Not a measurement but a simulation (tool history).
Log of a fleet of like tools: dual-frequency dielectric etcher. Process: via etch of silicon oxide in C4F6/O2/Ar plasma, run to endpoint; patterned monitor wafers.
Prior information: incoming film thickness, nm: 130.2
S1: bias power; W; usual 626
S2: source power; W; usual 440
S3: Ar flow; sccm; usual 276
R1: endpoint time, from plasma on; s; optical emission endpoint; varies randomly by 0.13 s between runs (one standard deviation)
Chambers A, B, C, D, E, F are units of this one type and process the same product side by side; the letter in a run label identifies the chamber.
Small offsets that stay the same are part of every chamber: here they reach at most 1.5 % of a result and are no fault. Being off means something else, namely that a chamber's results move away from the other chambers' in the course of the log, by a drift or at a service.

run 1D day=0.258 | S1=626 S2=440 S3=276 | R1=24.962
run 2B day=0.721 | S1=626 S2=440 S3=276 | R1=25.381
run 3A day=1.188 | S1=626 S2=440 S3=276 | R1=25.389
-- day=1.358 chamber E: bias power generator calibrated
run 4E day=1.450 | S1=626 S2=440 S3=276 | R1=24.920
run 5C day=1.712 | S1=626 S2=440 S3=276 | R1=25.301
run 6F day=1.938 | S1=626 S2=440 S3=276 | R1=24.812
run 7B day=2.350 | S1=626 S2=440 S3=276 | R1=25.401
run 8D day=2.733 | S1=626 S2=440 S3=276 | R1=24.992
run 9C day=3.104 | S1=626 S2=440 S3=276 | R1=25.195
run 10E day=3.342 | S1=626 S2=440 S3=276 | R1=24.853
run 11F day=3.696 | S1=626 S2=440 S3=334 | R1=25.393
run 12A day=4.133 | S1=626 S2=440 S3=334 | R1=25.614
run 13C day=4.388 | S1=626 S2=440 S3=334 | R1=25.674
run 14F day=4.862 | S1=626 S2=440 S3=334 | R1=25.314
run 15B day=5.121 | S1=626 S2=440 S3=334 | R1=25.964
-- day=5.317 chamber F: wet clean of the chamber
run 16D day=5.404 | S1=626 S2=440 S3=334 | R1=25.719
run 17E day=5.662 | S1=626 S2=440 S3=276 | R1=25.209
-- day=5.912 chamber D: wet clean of the chamber
run 18A day=5.933 | S1=626 S2=440 S3=276 | R1=24.748
-- day=5.946 chamber E: wet clean of the chamber
run 19A day=6.383 | S1=626 S2=440 S3=276 | R1=24.869
run 20C day=6.729 | S1=626 S2=440 S3=276 | R1=25.217
run 21D day=7.050 | S1=626 S2=440 S3=276 | R1=24.732
run 22F day=7.521 | S1=626 S2=440 S3=276 | R1=24.733
run 23E day=7.875 | S1=626 S2=440 S3=276 | R1=24.769
run 24B day=8.138 | S1=626 S2=440 S3=276 | R1=25.329
run 25A day=8.571 | S1=626 S2=440 S3=276 | R1=24.794
run 26F day=9.038 | S1=626 S2=440 S3=276 | R1=24.789
run 27E day=9.350 | S1=626 S2=440 S3=276 | R1=24.823
run 28D day=9.600 | S1=626 S2=440 S3=276 | R1=24.691
run 29B day=9.962 | S1=626 S2=440 S3=276 | R1=25.589
run 30C day=10.317 | S1=626 S2=440 S3=276 | R1=25.422
-- day=10.546 chamber B: wet clean of the chamber
run 31C day=10.588 | S1=626 S2=440 S3=276 | R1=25.078
run 32A day=10.821 | S1=626 S2=440 S3=276 | R1=24.182
run 33F day=11.038 | S1=626 S2=440 S3=276 | R1=24.921
run 34E day=11.475 | S1=626 S2=490 S3=309 | R1=24.281
run 35D day=11.908 | S1=626 S2=490 S3=309 | R1=24.368
run 36B day=12.196 | S1=626 S2=490 S3=309 | R1=24.693

For the next run the whole fleet of 6 chambers uses the same settings. Give each chamber's results:
run 37A day=12.542 | S1=626 S2=490 S3=276 | R1=?
run 37B day=12.542 | S1=626 S2=490 S3=276 | R1=?
run 37C day=12.542 | S1=626 S2=490 S3=276 | R1=?
run 37D day=12.542 | S1=626 S2=490 S3=276 | R1=?
run 37E day=12.542 | S1=626 S2=490 S3=276 | R1=?
run 37F day=12.542 | S1=626 S2=490 S3=276 | R1=?

run=37A R1=23.395
run=37B R1=24.194
run=37C R1=24.225
run=37D R1=24.050
run=37E R1=24.075
run=37F R1=23.635
